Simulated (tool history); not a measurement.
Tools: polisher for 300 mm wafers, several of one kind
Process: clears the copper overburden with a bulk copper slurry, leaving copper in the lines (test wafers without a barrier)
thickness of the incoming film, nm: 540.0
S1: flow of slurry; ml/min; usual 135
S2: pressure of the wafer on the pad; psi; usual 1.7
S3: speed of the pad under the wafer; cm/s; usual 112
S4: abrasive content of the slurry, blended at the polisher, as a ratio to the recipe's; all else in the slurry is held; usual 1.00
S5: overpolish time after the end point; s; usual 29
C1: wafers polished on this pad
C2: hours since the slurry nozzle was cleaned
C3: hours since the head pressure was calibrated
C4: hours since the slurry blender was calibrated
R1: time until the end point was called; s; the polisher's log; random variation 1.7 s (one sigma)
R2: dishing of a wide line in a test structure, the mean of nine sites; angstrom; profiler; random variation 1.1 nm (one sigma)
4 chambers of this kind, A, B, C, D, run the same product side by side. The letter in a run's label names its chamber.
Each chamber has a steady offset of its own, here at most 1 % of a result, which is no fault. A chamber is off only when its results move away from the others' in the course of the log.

Run 1C, hour 3.8: usual settings; C1 830; C2 229.1; C3 134.6; C4 56.2. Result: R1 102.060 s, R2 738.61 angstrom.
Run 2A, hour 8.3: usual settings; C1 452; C2 412.7; C3 162.7; C4 124.5. Result: R1 98.616 s, R2 730.22 angstrom.
Run 3B, hour 12.8: usual settings; C1 527; C2 293.8; C3 693.3; C4 104.6. Result: R1 100.290 s, R2 710.98 angstrom.
Run 4D, hour 17.6: usual settings; C1 271; C2 288.1; C3 196.5; C4 232.8. Result: R1 101.440 s, R2 719.07 angstrom.
Run 5A, hour 21.2: usual settings; C1 548; C2 425.6; C3 175.6; C4 137.4. Result: R1 102.240 s, R2 761.09 angstrom.
Run 6D, hour 24.7: usual settings but S3 148 cm/s, S4 0.85; C1 324; C2 295.2; C3 203.6; C4 239.9. Result: R1 80.691 s, R2 836.48 angstrom.
Run 7C, hour 28.7: usual settings but S3 148 cm/s, S4 0.85; C1 1016; C2 254.0; C3 159.5; C4 81.1. Result: R1 81.711 s, R2 824.46 angstrom.
Run 8B, hour 32.4: usual settings but S3 148 cm/s, S4 0.85; C1 673; C2 313.4; C3 712.9; C4 124.2. Result: R1 78.915 s, R2 830.03 angstrom.
Run 9D, hour 37.3: usual settings but S3 148 cm/s, S4 0.85; C1 418; C2 307.8; C3 216.2; C4 252.5. Result: R1 78.362 s, R2 830.59 angstrom.
Run 10B, hour 41.3: usual settings; C1 739; C2 322.3; C3 721.8; C4 133.1. Result: R1 100.390 s, R2 730.52 angstrom.
At hour 43.6: chamber C: slurry nozzle cleaned.
Run 11A, hour 44.7: usual settings; C1 724; C2 449.1; C3 199.1; C4 160.9. Result: R1 98.268 s, R2 731.25 angstrom.
Run 12C, hour 46.9: usual settings; C1 1152; C2 3.4; C3 177.7; C4 99.3. Result: R1 97.838 s, R2 743.85 angstrom.
At hour 49.8: chamber A: slurry nozzle cleaned.
Run 13A, hour 50.5: usual settings; C1 767; C2 0.7; C3 204.9; C4 166.7. Result: R1 100.550 s, R2 756.13 angstrom.
At hour 54.0: chamber D: worn pad replaced by a new one.
Run 14C, hour 54.8: usual settings; C1 1211; C2 11.3; C3 185.6; C4 107.2. Result: R1 98.580 s, R2 722.01 angstrom.
Run 15D, hour 57.2: usual settings; C1 24; C2 327.7; C3 236.1; C4 272.4. Result: R1 100.200 s, R2 733.68 angstrom.
Run 16B, hour 61.0: usual settings; C1 886; C2 342.0; C3 741.5; C4 152.8. Result: R1 101.750 s, R2 722.39 angstrom.
Run 17A, hour 64.0: usual settings; C1 868; C2 14.2; C3 218.4; C4 180.2. Result: R1 99.213 s, R2 738.58 angstrom.
At hour 67.7: chamber B: worn pad replaced by a new one.
Run 18D, hour 67.8: usual settings; C1 103; C2 338.3; C3 246.7; C4 283.0. Result: R1 98.713 s, R2 736.00 angstrom.
At hour 70.0: chamber A: worn pad replaced by a new one.
Run 19B, hour 72.5: usual settings; C1 36; C2 353.5; C3 753.0; C4 164.3. Result: R1 99.229 s, R2 736.97 angstrom.
Run 20C, hour 76.6: usual settings but S4 1.30, S5 42 s; C1 1373; C2 33.1; C3 207.4; C4 129.0. Result: R1 99.532 s, R2 869.37 angstrom.
Run 21D, hour 80.9: usual settings but S4 1.30, S5 42 s; C1 201; C2 351.4; C3 259.8; C4 296.1. Result: R1 94.622 s, R2 901.53 angstrom.
Run 22B, hour 84.0: usual settings but S4 1.30, S5 42 s; C1 122; C2 365.0; C3 764.5; C4 175.8. Result: R1 93.860 s, R2 877.10 angstrom.
Run 23A, hour 87.9: usual settings but S4 1.30, S5 42 s; C1 133; C2 38.1; C3 242.3; C4 204.1. Result: R1 95.138 s, R2 875.23 angstrom.
Run 24C, hour 92.0: usual settings; C1 1488; C2 48.5; C3 222.8; C4 144.4. Result: R1 104.100 s, R2 721.91 angstrom.
Run 25A, hour 94.3: usual settings; C1 181; C2 44.5; C3 248.7; C4 210.5. Result: R1 99.231 s, R2 736.33 angstrom.
At hour 94.9: chamber D: slurry nozzle cleaned.
At hour 95.9: chamber D: slurry blender recalibrated.
Run 26C, hour 99.2: usual settings but S1 165 ml/min, S4 1.25; C1 1542; C2 55.7; C3 230.0; C4 151.6. Result: R1 97.295 s, R2 734.40 angstrom.
Run 27B, hour 103.4: usual settings but S1 165 ml/min, S4 1.25; C1 266; C2 384.4; C3 783.9; C4 195.2. Result: R1 93.642 s, R2 756.01 angstrom.
Run 28D, hour 106.7: usual settings but S1 165 ml/min, S4 1.25; C1 393; C2 11.8; C3 285.6; C4 10.9. Result: R1 93.645 s, R2 790.41 angstrom.
Run 29B, hour 109.2: usual settings but S1 165 ml/min, S4 1.25; C1 310; C2 390.2; C3 789.7; C4 201.0. Result: R1 94.151 s, R2 776.69 angstrom.
Run 30D, hour 112.6: usual settings; C1 437; C2 17.7; C3 291.5; C4 16.8. Result: R1 97.057 s, R2 738.37 angstrom.
Run 31C, hour 115.0: usual settings; C1 1660; C2 71.5; C3 245.8; C4 167.4. Result: R1 107.700 s, R2 697.19 angstrom.
Run 32A, hour 118.7: usual settings; C1 363; C2 68.9; C3 273.1; C4 234.9. Result: R1 102.990 s, R2 746.84 angstrom.
Run 33D, hour 123.5: usual settings; C1 519; C2 28.6; C3 302.4; C4 27.7. Result: R1 100.300 s, R2 735.77 angstrom.
At hour 126.7: chamber D: worn pad replaced by a new one.
Run 34A, hour 127.6: usual settings; C1 429; C2 77.8; C3 282.0; C4 243.8. Result: R1 102.490 s, R2 736.65 angstrom.
Run 35C, hour 132.2: usual settings; C1 1788; C2 88.7; C3 263.0; C4 184.6. Result: R1 110.810 s, R2 704.56 angstrom.
Run 36B, hour 135.4: usual settings; C1 505; C2 416.4; C3 815.9; C4 227.2. Result: R1 101.050 s, R2 714.16 angstrom.
Run 37D, hour 139.2: usual settings; C1 93; C2 44.3; C3 318.1; C4 43.4. Result: R1 99.267 s, R2 728.28 angstrom.
Run 38A, hour 141.6: usual settings; C1 534; C2 91.8; C3 296.0; C4 257.8. Result: R1 99.079 s, R2 757.57 angstrom.
Run 39B, hour 145.8: usual settings; C1 583; C2 426.8; C3 826.3; C4 237.6. Result: R1 99.913 s, R2 729.60 angstrom.
Run 40C, hour 149.3: usual settings; C1 1916; C2 105.8; C3 280.1; C4 201.7. Result: R1 108.480 s, R2 691.94 angstrom.
Run 41B, hour 152.2: usual settings; C1 631; C2 433.2; C3 832.7; C4 244.0. Result: R1 101.920 s, R2 730.39 angstrom.
Run 42A, hour 154.5: usual settings; C1 630; C2 104.7; C3 308.9; C4 270.7. Result: R1 100.610 s, R2 732.17 angstrom.
Run 43C, hour 157.2: usual settings; C1 1975; C2 113.7; C3 288.0; C4 209.6. Result: R1 110.950 s, R2 675.72 angstrom.

Is one chamber off against the others, does the gauge drift, or is nothing wrong? If a chamber is off, say which, and what the likeliest cause is.

Chamber C drifts away from the others.
Cause: removal rate lost through wear of the pad, % = 8.89.
The log may not tell that from: head's pressure below its setpoint, %; abrasive missing from the slurry, %.

Here are 4 candidates for chamber C's next run, each the usual settings with a change, their results left as question marks. Which one brings its results back in line with what the others give on the usual settings?
In line means no further than this from the other chambers' mean on the usual settings: R1 6.100 s; R2 40.00 angstrom
Run 44C-1, hour 160.8: usual settings but S2 1.5 psi, S3 102 cm/s, S5 30 s. Result: R1 ?, R2 ?.
Run 44C-2, hour 160.8: usual settings but S2 1.8 psi, S3 118 cm/s, S5 28 s. Result: R1 ?, R2 ?.
Run 44C-3, hour 160.8: usual settings but S1 140 ml/min, S2 1.9 psi, S3 124 cm/s, S5 28 s. Result: R1 ?, R2 ?.
Run 44C-4, hour 160.8: usual settings but S2 1.6 psi, S3 106 cm/s, S5 30 s. Result: R1 ?, R2 ?.

The other chambers' mean on the usual settings: R1 100.240 s; R2 735.50 angstrom
  run       R1      R2
44C-1  136.690  608.68
44C-2   98.688  726.71
44C-3   88.390  777.24
44C-4  123.390  653.42
44C-2 brings the chamber back in line.
